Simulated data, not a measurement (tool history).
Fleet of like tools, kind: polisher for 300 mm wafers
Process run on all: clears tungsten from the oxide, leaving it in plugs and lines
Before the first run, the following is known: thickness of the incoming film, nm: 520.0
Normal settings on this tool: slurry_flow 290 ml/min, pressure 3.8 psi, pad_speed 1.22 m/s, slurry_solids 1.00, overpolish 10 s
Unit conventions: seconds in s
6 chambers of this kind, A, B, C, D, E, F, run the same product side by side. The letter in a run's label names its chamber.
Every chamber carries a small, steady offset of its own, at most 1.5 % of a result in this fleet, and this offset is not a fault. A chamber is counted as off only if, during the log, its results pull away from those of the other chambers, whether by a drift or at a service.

run	hour	slurry_flow	pressure	pad_speed	slurry_solids	overpolish	wafers polished on this pad	hours since the slurry nozzle was cleaned	hours since the head pressure was calibrated	hours since the slurry blender was calibrated	hours since the slurry got fresh peroxide	seconds
# hour 2.8: chamber C: slurry tank refilled with fresh slurry and peroxide
# hour 6.6: chamber F: worn pad replaced by a new one
1A	13.0	290	3.8	1.22	1.00	10	384	543.6	25.7	323.3	68.0	88.205
# hour 16.0: chamber B: worn pad replaced by a new one
2D	18.9	290	3.8	1.22	1.00	10	350	673.7	622.7	241.0	72.0	90.502
# hour 19.9: chamber F: slurry tank refilled with fresh slurry and peroxide
# hour 22.2: chamber D: slurry blender recalibrated
# hour 23.5: chamber A: slurry tank refilled with fresh slurry and peroxide
3E	25.0	290	3.8	1.22	1.00	10	571	308.5	714.0	70.5	42.7	88.626
# hour 28.1: chamber D: slurry tank refilled with fresh slurry and peroxide
4C	36.4	290	3.8	1.22	1.00	10	332	340.1	288.2	77.3	33.6	89.105
# hour 37.0: chamber E: worn pad replaced by a new one
5B	45.1	290	3.8	1.22	1.00	10	261	238.2	1030.8	108.9	123.2	89.248
# hour 45.7: chamber B: slurry nozzle cleaned
# hour 48.9: chamber A: worn pad replaced by a new one
6F	51.4	290	3.8	1.22	1.00	10	401	185.5	332.3	146.1	31.5	87.535
7E	59.4	290	3.8	1.22	1.00	10	201	342.9	748.4	104.9	77.1	88.618
# hour 63.5: chamber A: slurry blender recalibrated
# hour 64.9: chamber F: slurry blender recalibrated
# hour 65.4: chamber D: worn pad replaced by a new one
# hour 68.2: chamber E: head pressure recalibrated
8D	72.4	290	3.8	1.22	1.00	10	63	727.2	676.2	50.3	44.3	89.292
# hour 72.6: chamber F: slurry nozzle cleaned
9A	78.1	290	3.8	1.22	1.00	10	261	608.7	90.8	14.7	54.7	87.121
# hour 80.0: chamber B: slurry blender recalibrated
# hour 85.8: chamber C: slurry tank refilled with fresh slurry and peroxide
10C	86.7	290	3.8	1.22	1.00	10	783	390.4	338.5	127.6	0.9	88.920
# hour 86.9: chamber B: slurry tank refilled with fresh slurry and peroxide
# hour 89.3: chamber A: slurry tank refilled with fresh slurry and peroxide
# hour 92.7: chamber F: slurry tank refilled with fresh slurry and peroxide
# hour 93.5: chamber F: worn pad replaced by a new one
11B	94.3	290	3.8	1.22	1.00	10	701	48.7	1080.0	14.3	7.4	90.290
# hour 103.0: chamber D: slurry tank refilled with fresh slurry and peroxide
12F	106.0	290	3.8	1.22	1.00	10	112	33.4	386.9	41.2	13.3	87.527
# hour 106.1: chamber B: worn pad replaced by a new one
13A	112.2	290	3.8	1.22	1.00	10	567	642.8	124.9	48.8	23.0	87.088
# hour 115.3: chamber D: head pressure recalibrated
# hour 116.3: chamber E: worn pad replaced by a new one
# hour 123.2: chamber A: worn pad replaced by a new one
14C	123.6	290	3.1	1.22	0.85	10	1113	427.3	375.4	164.5	37.8	113.420
# hour 131.6: chamber E: slurry blender recalibrated
15B	132.5	290	3.1	1.22	0.85	10	236	86.9	1118.2	52.5	45.6	112.990
16F	143.6	290	3.1	1.22	0.85	10	448	71.0	424.5	78.8	50.9	110.280
# hour 148.0: chamber D: worn pad replaced by a new one
# hour 149.6: chamber C: worn pad replaced by a new one
17D	149.6	290	3.1	1.22	0.85	10	15	804.4	34.4	127.5	46.6	112.810
# hour 158.8: chamber A: slurry tank refilled with fresh slurry and peroxide
18E	159.9	290	3.1	1.22	0.85	10	390	443.4	91.7	28.3	177.6	111.110
# hour 165.8: chamber C: slurry tank refilled with fresh slurry and peroxide
# hour 166.8: chamber F: slurry tank refilled with fresh slurry and peroxide
# hour 167.9: chamber E: slurry tank refilled with fresh slurry and peroxide
19C	168.9	290	3.1	1.22	0.85	10	172	472.6	420.7	209.8	3.2	113.250
# hour 170.7: chamber C: slurry nozzle cleaned
# hour 172.0: chamber E: slurry nozzle cleaned
# hour 174.5: chamber F: worn pad replaced by a new one
20F	177.7	290	3.8	1.22	1.00	10	28	105.1	458.6	112.9	10.9	88.725
# hour 181.3: chamber D: slurry tank refilled with fresh slurry and peroxide
# hour 183.2: chamber B: worn pad replaced by a new one
# hour 184.1: chamber D: slurry nozzle cleaned
# hour 187.0: chamber B: head pressure recalibrated
21E	187.8	290	3.8	1.22	1.00	5	640	15.8	119.6	56.2	20.0	86.520
# hour 189.5: chamber A: worn pad replaced by a new one
# hour 190.7: chamber E: worn pad replaced by a new one
22A	198.7	290	3.8	1.22	1.00	5	83	729.3	211.4	135.3	39.9	86.180
23D	205.2	290	3.8	1.22	1.00	5	512	21.1	90.0	183.1	23.9	89.781
# hour 208.4: chamber A: slurry nozzle cleaned
24B	216.9	290	3.8	1.22	1.00	5	302	171.3	30.0	136.9	130.0	89.666
25F	223.1	290	3.8	1.22	1.00	5	435	150.5	504.0	158.3	56.3	86.186
# hour 226.4: chamber F: slurry blender recalibrated
# hour 231.8: chamber C: slurry tank refilled with fresh slurry and peroxide
26A	233.9	290	3.8	1.22	1.00	5	398	25.6	246.6	170.5	75.1	86.857
# hour 235.1: chamber D: slurry blender recalibrated
# hour 239.5: chamber A: slurry tank refilled with fresh slurry and peroxide
27B	241.4	290	3.8	1.22	1.00	10	521	195.8	54.5	161.4	154.5	87.989
# hour 250.6: chamber D: worn pad replaced by a new one
# hour 251.0: chamber F: slurry tank refilled with fresh slurry and peroxide
28C	253.6	290	3.8	1.22	1.00	10	931	83.0	505.4	294.5	21.8	89.246
# hour 258.7: chamber B: slurry blender recalibrated
# hour 259.4: chamber D: slurry tank refilled with fresh slurry and peroxide
# hour 259.4: chamber A: worn pad replaced by a new one
# hour 262.0: chamber F: worn pad replaced by a new one
29E	266.2	290	3.8	1.22	1.00	10	676	94.2	198.0	134.6	98.4	87.848
# hour 267.4: chamber B: slurry tank refilled with fresh slurry and peroxide
# hour 272.6: chamber E: worn pad replaced by a new one
# hour 273.8: chamber B: worn pad replaced by a new one
# hour 275.4: chamber B: slurry nozzle cleaned
30D	277.6	290	3.8	1.22	1.00	10	242	93.5	162.4	42.6	18.2	89.998
# hour 279.6: chamber C: worn pad replaced by a new one
31A	286.1	290	3.8	1.22	1.00	10	239	77.8	298.8	222.7	46.7	88.393
# hour 289.3: chamber E: slurry blender recalibrated
32C	292.5	290	3.8	1.22	1.00	10	116	121.9	544.3	333.4	60.7	87.693
# hour 293.1: chamber F: slurry nozzle cleaned
# hour 295.5: chamber C: head pressure recalibrated
33B	304.8	290	3.8	1.22	1.00	10	278	29.4	117.9	46.1	37.5	90.111
# hour 311.1: chamber C: slurry tank refilled with fresh slurry and peroxide
34F	314.8	290	3.8	1.22	1.00	10	473	21.8	595.7	88.5	63.8	88.766
35E	325.0	290	3.8	1.22	1.00	10	469	153.0	256.8	35.8	157.2	87.378
# hour 327.1: chamber F: slurry tank refilled with fresh slurry and peroxide
36D	332.7	290	3.8	1.22	1.00	10	735	148.6	217.5	97.7	73.3	87.640
37C	341.4	290	3.8	1.02	1.00	10	553	170.8	46.0	382.3	30.4	105.950
# hour 344.5: chamber D: worn pad replaced by a new one
# hour 344.7: chamber B: worn pad replaced by a new one
# hour 344.9: chamber F: worn pad replaced by a new one
# hour 350.5: chamber D: slurry tank refilled with fresh slurry and peroxide
38F	354.4	290	3.8	1.02	1.00	10	85	61.4	635.3	128.1	27.3	107.760
39B	367.5	290	3.8	1.02	1.00	10	204	92.1	180.6	108.8	100.2	106.250
40D	378.9	290	3.8	1.02	1.00	10	308	194.8	263.7	143.9	28.5	105.660

Next, all 6 chambers run the settings below, one line each with question marks for the results. What does each chamber give?
41A	388.4	290	3.8	1.22	1.00	10						?
41B	388.4	290	3.8	1.22	1.00	10						?
41C	388.4	290	3.8	1.22	1.00	10						?
41D	388.4	290	3.8	1.22	1.00	10						?
41E	388.4	290	3.8	1.22	1.00	10						?
41F	388.4	290	3.8	1.22	1.00	10						?

run	seconds
41A	85.554
41B	88.788
41C	90.536
41D	88.943
41E	86.805
41F	86.575

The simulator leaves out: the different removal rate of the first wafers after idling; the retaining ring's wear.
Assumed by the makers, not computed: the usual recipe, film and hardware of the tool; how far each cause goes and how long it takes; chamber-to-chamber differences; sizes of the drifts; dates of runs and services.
